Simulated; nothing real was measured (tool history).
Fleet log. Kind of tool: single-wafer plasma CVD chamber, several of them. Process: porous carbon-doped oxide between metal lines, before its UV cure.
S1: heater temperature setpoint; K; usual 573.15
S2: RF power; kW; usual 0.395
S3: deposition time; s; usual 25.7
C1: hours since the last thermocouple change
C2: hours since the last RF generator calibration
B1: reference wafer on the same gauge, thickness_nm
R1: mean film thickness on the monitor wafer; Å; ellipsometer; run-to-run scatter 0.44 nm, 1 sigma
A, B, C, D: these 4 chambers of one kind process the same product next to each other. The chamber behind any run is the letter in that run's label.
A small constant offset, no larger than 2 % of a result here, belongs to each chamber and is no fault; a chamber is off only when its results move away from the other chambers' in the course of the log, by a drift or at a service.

run,hour,S1,S2,S3,C1,C2,B1,R1
1D,3.6,573.15,0.395,25.7,342.3,1312.9,121.06,1150.3
2B,5.6,573.15,0.395,25.7,1903.6,1301.2,121.00,1178.2
3A,9.5,573.15,0.395,25.7,224.3,726.6,121.07,1174.6
4C,12.0,573.15,0.395,25.7,1325.1,688.9,120.94,1171.3
5B,15.1,573.15,0.395,25.7,1913.1,1310.7,121.06,1168.9
6C,18.1,573.15,0.395,25.7,1331.2,695.0,121.07,1162.5
7A,21.1,573.15,0.395,25.7,235.9,738.2,121.05,1187.0
8D,25.3,573.15,0.395,25.7,364.0,1334.6,120.96,1151.9
9A,27.2,573.15,0.395,25.7,242.0,744.3,120.98,1179.1
10C,29.4,573.15,0.395,25.7,1342.5,706.3,120.88,1156.3
11D,31.5,573.15,0.395,25.7,370.2,1340.8,120.98,1150.5
12B,35.6,580.15,0.470,25.7,1933.6,1331.2,121.09,1289.8
13B,38.8,580.15,0.470,25.7,1936.8,1334.4,121.04,1295.5
14A,41.7,580.15,0.470,25.7,256.5,758.8,120.96,1292.8
15D,45.5,580.15,0.470,25.7,384.2,1354.8,120.91,1270.3
16C,48.0,573.15,0.395,25.7,1361.1,724.9,120.98,1138.2
17D,50.0,573.15,0.395,25.7,388.7,1359.3,121.01,1142.8
18C,52.0,565.15,0.395,21.9,1365.1,728.9,120.93,1020.6
19B,55.6,565.15,0.395,21.9,1953.6,1351.2,121.03,1049.3
20A,59.8,565.15,0.395,21.9,274.6,776.9,120.99,1060.1
21C,63.4,565.15,0.395,21.9,1376.5,740.3,121.02,1013.3
22A,66.5,573.15,0.395,25.7,281.3,783.6,120.99,1180.1
23D,68.5,573.15,0.395,25.7,407.2,1377.8,120.98,1146.3
24B,71.2,573.15,0.395,25.7,1969.2,1366.8,120.95,1180.8
25C,73.5,573.15,0.395,25.7,1386.6,750.4,120.92,1111.6
26A,75.5,573.15,0.395,25.7,290.3,792.6,121.09,1180.3
27D,78.8,573.15,0.395,25.7,417.5,1388.1,121.05,1147.4
28B,82.8,573.15,0.395,25.7,1980.8,1378.4,121.01,1178.4

Decide between three cases: one chamber stands off from its peers, the gauge reading all wafers drifts, or nothing is wrong past each chamber's small offset. Where a chamber is off, say which and what most likely put it there.

Little by little, chamber C moves away from the other chambers.
What lies behind it: delivered RF power below the setpoint (%) = 6.08.

Below are 4 candidate recipes for chamber C's next run, each the usual settings with a change, their results shown as question marks. Which of them brings C's results back in line with what the other chambers give on the usual settings?
To be in line, a result may differ from the other chambers' mean on the usual settings by at most: R1 15.00 Å
29C-1,85.9,572.15,0.395,26.9,,,,?
29C-2,85.9,575.15,0.375,24.3,,,,?
29C-3,85.9,569.15,0.435,25.7,,,,?
29C-4,85.9,582.15,0.395,25.7,,,,?

The other chambers' mean on the usual settings: R1 1167.50 Å
run,R1
29C-1,1164.10
29C-2,994.22
29C-3,1224.50
29C-4,1054.50
It is 29C-1 that realigns the chamber with its peers.

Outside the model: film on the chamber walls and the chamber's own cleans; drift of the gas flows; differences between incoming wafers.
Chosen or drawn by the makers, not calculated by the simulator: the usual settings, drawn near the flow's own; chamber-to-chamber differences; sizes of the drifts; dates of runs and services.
